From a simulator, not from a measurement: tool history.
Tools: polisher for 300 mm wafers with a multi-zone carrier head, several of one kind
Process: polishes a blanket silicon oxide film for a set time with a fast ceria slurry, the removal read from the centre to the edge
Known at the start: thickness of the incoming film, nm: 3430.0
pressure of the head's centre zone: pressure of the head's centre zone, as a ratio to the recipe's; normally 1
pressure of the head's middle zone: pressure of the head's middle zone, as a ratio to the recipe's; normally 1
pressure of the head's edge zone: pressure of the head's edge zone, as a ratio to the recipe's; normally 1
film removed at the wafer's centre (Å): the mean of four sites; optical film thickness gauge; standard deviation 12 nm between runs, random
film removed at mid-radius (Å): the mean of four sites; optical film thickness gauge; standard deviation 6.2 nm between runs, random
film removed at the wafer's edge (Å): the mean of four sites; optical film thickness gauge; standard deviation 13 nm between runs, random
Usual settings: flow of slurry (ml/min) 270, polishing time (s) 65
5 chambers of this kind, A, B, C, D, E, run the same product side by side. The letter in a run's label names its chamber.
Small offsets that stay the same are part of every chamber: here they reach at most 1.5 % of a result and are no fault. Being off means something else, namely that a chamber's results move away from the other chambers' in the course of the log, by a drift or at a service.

run    day  flow of slurry (ml/min)  pressure of the head's centre zone  pressure of the head's middle zone  pressure of the head's edge zone  polishing time (s)  wafers polished on this pad  hours since the slurry nozzle was cleaned  hours since the centre zone pressure was calibrated  hours since the edge zone pressure was calibrated  film removed at the wafer's centre (Å)  film removed at mid-radius (Å)  film removed at the wafer's edge (Å)
 1D  0.138                      270                                   1                                   1                                 1                  65                           70                                      150.9                                                  694                                              429.2                                   10094                           10118                                  9935
 2E   0.25                      270                                   1                                   1                                 1                  65                          154                                      113.5                                                319.3                                               36.7                                   10188                           10027                                 10348
 3C  0.333                      270                                   1                                   1                                 1                  65                         1294                                      478.3                                                  376                                              320.3                                  9975.6                           10066                                9752.2
 4A  0.467                      270                                   1                                   1                                 1                  65                          385                                      449.4                                               1082.2                                              693.4                                   10061                          9949.1                                 10033
 5B   0.55                      270                                   1                                   1                                 1                  65                          141                                       83.6                                                568.3                                              472.3                                  9854.1                           10187                                9951.8
 6A  0.633                      270                                   1                                   1                                 1                  65                          421                                      453.4                                               1086.2                                              697.4                                   10034                           10026                                 10172
 7E  0.808                      270                                   1                                   1                                 1                  65                          274                                      126.9                                                332.7                                               50.1                                   10327                           10036                                 10052
     0.904  -- chamber C: worn pad replaced by a new one
 8D  0.938                      270                                   1                                   1                                 1                  65                          242                                      170.1                                                713.2                                              448.4                                  9837.7                           10014                                 10155
 9B  1.046                      270                                   1                                   1                                 1                  65                          248                                       95.5                                                580.2                                              484.2                                   10004                           10087                                 10048
10C  1.167                      270                                   1                                   1                                 1                  65                           57                                      498.3                                                  396                                              340.3                                   10015                           10077                                 10052
11C   1.35                      270                                   1                                   1                                 1                  65                           96                                      502.7                                                400.4                                              344.7                                   10092                           10050                                 10073
     1.392  -- chamber C: slurry nozzle cleaned
12E  1.483                      270                                   1                                   1                                 1                  65                          420                                      143.1                                                348.9                                               66.3                                   10174                          9997.5                                 10195
     1.583  -- chamber B: centre zone pressure recalibrated
13A  1.658                      270                                   1                                   1                                 1                  65                          642                                        478                                               1110.8                                                722                                   10029                          9947.2                                 10005
      1.75  -- chamber A: centre zone pressure recalibrated
14D  1.788                      270                                   1                                   1                                 1                  65                          426                                      190.5                                                733.6                                              468.8                                  9933.2                           10002                                 10076
15B  1.871                      270                                   1                                   1                                 1                  65                          426                                      115.3                                                    7                                                504                                   10019                           10027                                 10048
16E  1.988                      270                                   1                                   1                                 1                  65                          528                                      155.2                                                  361                                               78.4                                  9898.1                           10044                                 10102
17D  2.129                      270                                   1                                   1                                 1                  65                          499                                      198.7                                                741.8                                                477                                   10071                          9982.3                                 10191
18A  2.246                      270                                   1                                   1                                 1                  65                          769                                      492.1                                                 11.9                                              736.1                                  8887.6                           10055                                 10066
19C  2.383                      270                                   1                                   1                                 1                  65                          319                                       23.9                                                425.2                                              369.5                                   10099                           10108                                 10106
20B  2.504                      270                                   1                                   1                                 1                  65                          563                                      130.5                                                 22.2                                              519.2                                  9914.6                           10047                                 10028
     2.508  -- chamber B: worn pad replaced by a new one
21A  2.683                      270                                   1                                1.11                                 1                  56                          863                                      502.6                                                 22.4                                              746.6                                  7769.8                          9523.8                                8628.1
22E  2.808                      270                                   1                                1.11                                 1                  56                          705                                      174.9                                                380.7                                               98.1                                  8705.6                          9538.2                                  8553
23C  2.967                      270                                   1                                1.11                                 1                  56                          445                                       37.9                                                439.2                                              383.5                                  8914.3                          9479.5                                8474.4
24B  3.058                      270                                   1                                1.11                                 1                  56                          118                                      143.8                                                 35.5                                              532.5                                  8412.5                          9659.2                                8501.5
25D  3.142                      270                                   1                                1.11                                 1                  56                          718                                        223                                                766.1                                              501.3                                  8464.9                          9644.4                                8584.8
26A    3.3                      270                                   1                                   1                                 1                  65                          996                                      517.4                                                 37.2                                              761.4                                  8764.2                          9990.1                                 10039
27C  3.462                      270                                   1                                   1                                 1                  65                          552                                       49.8                                                451.1                                              395.4                                   10156                           10029                                 10078
28B  3.571                      270                                   1                                   1                                 1                  65                          229                                      156.1                                                 47.8                                              544.8                                  9833.9                           10052                                 10015
29E  3.721                      270                                 0.9                                   1                              0.96                  65                          902                                      196.8                                                402.6                                                120                                  8999.3                           10045                                9817.5
30D  3.842                      270                                 0.9                                   1                              0.96                  65                          869                                      239.8                                                782.9                                              518.1                                  8989.7                           10004                                9865.5

Which is it: a chamber that has drifted or been left off by a service, a gauge drift common to all chambers, or only each chamber's usual small offset? If a chamber is off, name it and its likeliest cause.

A service on chamber A put it out of line with the rest.
Likeliest cause: centre zone's pressure below its setpoint, % = 10.6.

Which of the 4 candidates below, each the usual settings with something changed and its results left as question marks, puts chamber A back in line with what the other chambers give on the usual settings?
Counts as in line when no further than this from what the other chambers average on the usual settings: film removed at the wafer's centre (Å) 410; film removed at mid-radius (Å) 220; film removed at the wafer's edge (Å) 470
31A-1  3.975                      275                                1.09                                0.98                              0.97                  66                                                                                                                                                                                                                       ?                               ?                                     ?
31A-2  3.975                      270                                1.03                                   1                              0.99                  65                                                                                                                                                                                                                       ?                               ?                                     ?
31A-3  3.975                      270                                0.98                                   1                              1.01                  65                                                                                                                                                                                                                       ?                               ?                                     ?
31A-4  3.975                      265                                0.91                                1.02                              1.03                  64                                                                                                                                                                                                                       ?                               ?                                     ?

What the other chambers average on the usual settings: film removed at the wafer's centre (Å) 9991.6; film removed at mid-radius (Å) 10050; film removed at the wafer's edge (Å) 10051
  run  film removed at the wafer's centre (Å)  film removed at mid-radius (Å)  film removed at the wafer's edge (Å)
31A-1                                  9992.9                           10046                                 10041
31A-2                                    9236                           10063                                9975.4
31A-3                                  8748.2                           10065                                 10079
31A-4                                  7924.3                           10076                                 10008
It is 31A-1 that realigns the chamber with its peers.
